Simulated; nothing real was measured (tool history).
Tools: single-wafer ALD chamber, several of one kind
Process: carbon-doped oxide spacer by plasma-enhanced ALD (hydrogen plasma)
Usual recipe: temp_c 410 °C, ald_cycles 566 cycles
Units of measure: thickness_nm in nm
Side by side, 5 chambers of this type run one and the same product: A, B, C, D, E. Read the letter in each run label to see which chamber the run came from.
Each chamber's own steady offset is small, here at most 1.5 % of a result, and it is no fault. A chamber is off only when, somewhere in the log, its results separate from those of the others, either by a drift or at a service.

run	hour	temp_c	ald_cycles	hours since the last thermocouple change	read-back reference wafer on the same gauge, thickness_nm	thickness_nm
1D	4.7	410	566	2754.4	25.798	27.661
2A	7.9	410	566	531.3	25.796	27.165
3E	10.5	410	566	1137	25.789	27.554
4C	16	410	566	1156.6	25.778	27.433
5B	21.6	410	566	1189.3	25.785	27.459
6E	24.2	410	566	1150.7	25.78	27.544
7D	27.8	410	566	2777.5	25.787	27.622
8C	32.9	410	566	1173.5	25.768	27.352
9A	35.5	410	566	558.9	25.775	27.122
10B	39.8	410	566	1207.5	25.772	27.436
11C	44.6	410	566	1185.2	25.765	27.374
12D	47.6	410	566	2797.3	25.761	27.631
13B	50.9	410	566	1218.6	25.758	27.397
14E	56.3	410	566	1182.8	25.756	27.574
15A	59.1	410	566	582.5	25.751	27.058
16E	63.8	410	566	1190.3	25.755	27.519
17A	68.1	410	566	591.5	25.741	27.131
18C	72.2	410	566	1212.8	25.742	27.399
# hour 74.7: chamber D: thermocouple changed; heater temperature recalibrated
19D	75.7	410	566	1	25.74	27.592
20B	79.7	410	566	1247.4	25.733	27.416
21E	84.9	422	510	1211.4	25.734	23.893
22B	89.6	422	510	1257.3	25.729	23.772
23A	95.2	422	510	618.6	25.727	23.485
24D	98.9	422	510	24.2	25.719	23.889
25C	103.9	422	510	1244.5	25.718	23.72
26C	108.9	410	566	1249.5	25.715	27.323
27E	113.6	410	566	1240.1	25.705	27.457
28A	118.9	410	566	642.3	25.705	27.051
29D	123.9	410	566	49.2	25.706	27.531
30B	127.8	410	634	1295.5	25.698	30.63
31A	131	410	634	654.4	25.698	30.321
32D	134	410	634	59.3	25.689	30.831
33B	136.6	410	634	1304.3	25.693	30.642
34C	140.7	410	634	1281.3	25.687	30.588

The same settings go to every chamber for the next run, one line per chamber below. Forecast the results for each:
35A	144.7	410	566			?
35B	144.7	410	566			?
35C	144.7	410	566			?
35D	144.7	410	566			?
35E	144.7	410	566			?

run	thickness_nm
35A	27.036
35B	27.311
35C	27.372
35D	27.506
35E	27.449
